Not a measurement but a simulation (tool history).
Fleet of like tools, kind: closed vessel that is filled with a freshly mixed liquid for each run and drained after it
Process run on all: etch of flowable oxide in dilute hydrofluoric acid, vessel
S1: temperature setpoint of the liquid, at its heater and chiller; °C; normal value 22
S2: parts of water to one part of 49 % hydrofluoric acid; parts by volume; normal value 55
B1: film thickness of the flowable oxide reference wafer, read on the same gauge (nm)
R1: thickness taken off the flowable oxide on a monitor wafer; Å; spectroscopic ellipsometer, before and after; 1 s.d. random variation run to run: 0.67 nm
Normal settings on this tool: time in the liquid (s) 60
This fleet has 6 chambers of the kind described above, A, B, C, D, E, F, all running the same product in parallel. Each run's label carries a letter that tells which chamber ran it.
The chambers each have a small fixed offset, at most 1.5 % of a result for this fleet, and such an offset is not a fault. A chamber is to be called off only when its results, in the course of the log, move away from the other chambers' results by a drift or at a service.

{"run": "1E", "hour": 10.2, "S1": 22, "S2": 55, "time in the liquid (s)": 60, "B1": 50.005, "R1": 710.54}
{"run": "2A", "hour": 19.7, "S1": 22, "S2": 55, "time in the liquid (s)": 60, "B1": 50.018, "R1": 709.13}
{"run": "3F", "hour": 32.2, "S1": 22, "S2": 55, "time in the liquid (s)": 60, "B1": 50.012, "R1": 704.1}
{"run": "4B", "hour": 39.9, "S1": 22, "S2": 55, "time in the liquid (s)": 60, "B1": 50.026, "R1": 702.95}
{"run": "5D", "hour": 49.8, "S1": 25, "S2": 55, "time in the liquid (s)": 30, "B1": 49.947, "R1": 404.29}
{"run": "6C", "hour": 60.4, "S1": 25, "S2": 55, "time in the liquid (s)": 30, "B1": 50.007, "R1": 396.48}
{"run": "7E", "hour": 73.0, "S1": 25, "S2": 55, "time in the liquid (s)": 30, "B1": 50.011, "R1": 397.32}
{"run": "8D", "hour": 82.1, "S1": 25, "S2": 55, "time in the liquid (s)": 30, "B1": 50.001, "R1": 405.54}
{"run": "9F", "hour": 91.7, "S1": 25, "S2": 55, "time in the liquid (s)": 30, "B1": 49.974, "R1": 392}
{"run": "10C", "hour": 98.1, "S1": 25, "S2": 55, "time in the liquid (s)": 30, "B1": 49.986, "R1": 392.31}
{"run": "11A", "hour": 110.5, "S1": 22, "S2": 55, "time in the liquid (s)": 60, "B1": 50.004, "R1": 696.61}
{"run": "12B", "hour": 122.9, "S1": 22, "S2": 55, "time in the liquid (s)": 60, "B1": 49.992, "R1": 713.21}
{"run": "13C", "hour": 129.9, "S1": 22, "S2": 55, "time in the liquid (s)": 60, "B1": 50.009, "R1": 698.97}
{"run": "14B", "hour": 139.8, "S1": 22, "S2": 55, "time in the liquid (s)": 60, "B1": 50.015, "R1": 708.46}
{"run": "15E", "hour": 148.1, "S1": 22, "S2": 55, "time in the liquid (s)": 60, "B1": 49.993, "R1": 704.61}
{"run": "16A", "hour": 156.9, "S1": 22, "S2": 55, "time in the liquid (s)": 60, "B1": 50.028, "R1": 697.41}
{"run": "17F", "hour": 167.7, "S1": 22, "S2": 55, "time in the liquid (s)": 60, "B1": 50.008, "R1": 713.53}
{"run": "18D", "hour": 180.5, "S1": 22, "S2": 55, "time in the liquid (s)": 60, "B1": 50.014, "R1": 712.39}
{"run": "19E", "hour": 190.7, "S1": 22, "S2": 55, "time in the liquid (s)": 60, "B1": 49.972, "R1": 709.93}
{"hour": 197.3, "done": "chamber E: hydrofluoric acid flow meter replaced"}
{"run": "20A", "hour": 202.8, "S1": 22, "S2": 55, "time in the liquid (s)": 60, "B1": 50.001, "R1": 678}
{"run": "21C", "hour": 214.8, "S1": 22, "S2": 55, "time in the liquid (s)": 60, "B1": 50.017, "R1": 689.92}
{"run": "22F", "hour": 220.8, "S1": 22, "S2": 45, "time in the liquid (s)": 60, "B1": 49.983, "R1": 877.99}
{"run": "23B", "hour": 229.0, "S1": 22, "S2": 45, "time in the liquid (s)": 60, "B1": 49.994, "R1": 891.47}
{"run": "24D", "hour": 238.8, "S1": 22, "S2": 45, "time in the liquid (s)": 60, "B1": 49.962, "R1": 875.28}
{"run": "25E", "hour": 250.7, "S1": 22, "S2": 45, "time in the liquid (s)": 60, "B1": 50.054, "R1": 877.11}
{"run": "26A", "hour": 259.0, "S1": 22, "S2": 45, "time in the liquid (s)": 60, "B1": 49.973, "R1": 830.91}
{"run": "27D", "hour": 271.6, "S1": 22, "S2": 45, "time in the liquid (s)": 60, "B1": 49.978, "R1": 897.14}
{"run": "28C", "hour": 281.0, "S1": 22, "S2": 55, "time in the liquid (s)": 60, "B1": 50.05, "R1": 695.61}
{"run": "29B", "hour": 287.6, "S1": 22, "S2": 55, "time in the liquid (s)": 60, "B1": 50.03, "R1": 710.19}
{"run": "30F", "hour": 296.9, "S1": 22, "S2": 55, "time in the liquid (s)": 60, "B1": 49.957, "R1": 709.71}
{"run": "31C", "hour": 305.9, "S1": 18, "S2": 55, "time in the liquid (s)": 60, "B1": 50.011, "R1": 594.64}
{"run": "32A", "hour": 311.6, "S1": 18, "S2": 55, "time in the liquid (s)": 60, "B1": 49.99, "R1": 549.54}
{"run": "33D", "hour": 318.6, "S1": 18, "S2": 55, "time in the liquid (s)": 60, "B1": 49.992, "R1": 604.45}
{"run": "34E", "hour": 327.8, "S1": 18, "S2": 55, "time in the liquid (s)": 60, "B1": 49.984, "R1": 594.73}
{"run": "35B", "hour": 335.6, "S1": 18, "S2": 55, "time in the liquid (s)": 60, "B1": 50.008, "R1": 597.68}
{"run": "36F", "hour": 344.4, "S1": 18, "S2": 55, "time in the liquid (s)": 60, "B1": 49.981, "R1": 607.18}

All 6 chambers run these settings next. Forecast each chamber's results:
{"run": "37A", "hour": 353.7, "S1": 22, "S2": 45, "time in the liquid (s)": 60, "R1": "?"}
{"run": "37B", "hour": 353.7, "S1": 22, "S2": 45, "time in the liquid (s)": 60, "R1": "?"}
{"run": "37C", "hour": 353.7, "S1": 22, "S2": 45, "time in the liquid (s)": 60, "R1": "?"}
{"run": "37D", "hour": 353.7, "S1": 22, "S2": 45, "time in the liquid (s)": 60, "R1": "?"}
{"run": "37E", "hour": 353.7, "S1": 22, "S2": 45, "time in the liquid (s)": 60, "R1": "?"}
{"run": "37F", "hour": 353.7, "S1": 22, "S2": 45, "time in the liquid (s)": 60, "R1": "?"}

run=37A R1=800.46
run=37B R1=877.63
run=37C R1=855.32
run=37D R1=890.65
run=37E R1=872.95
run=37F R1=874.61
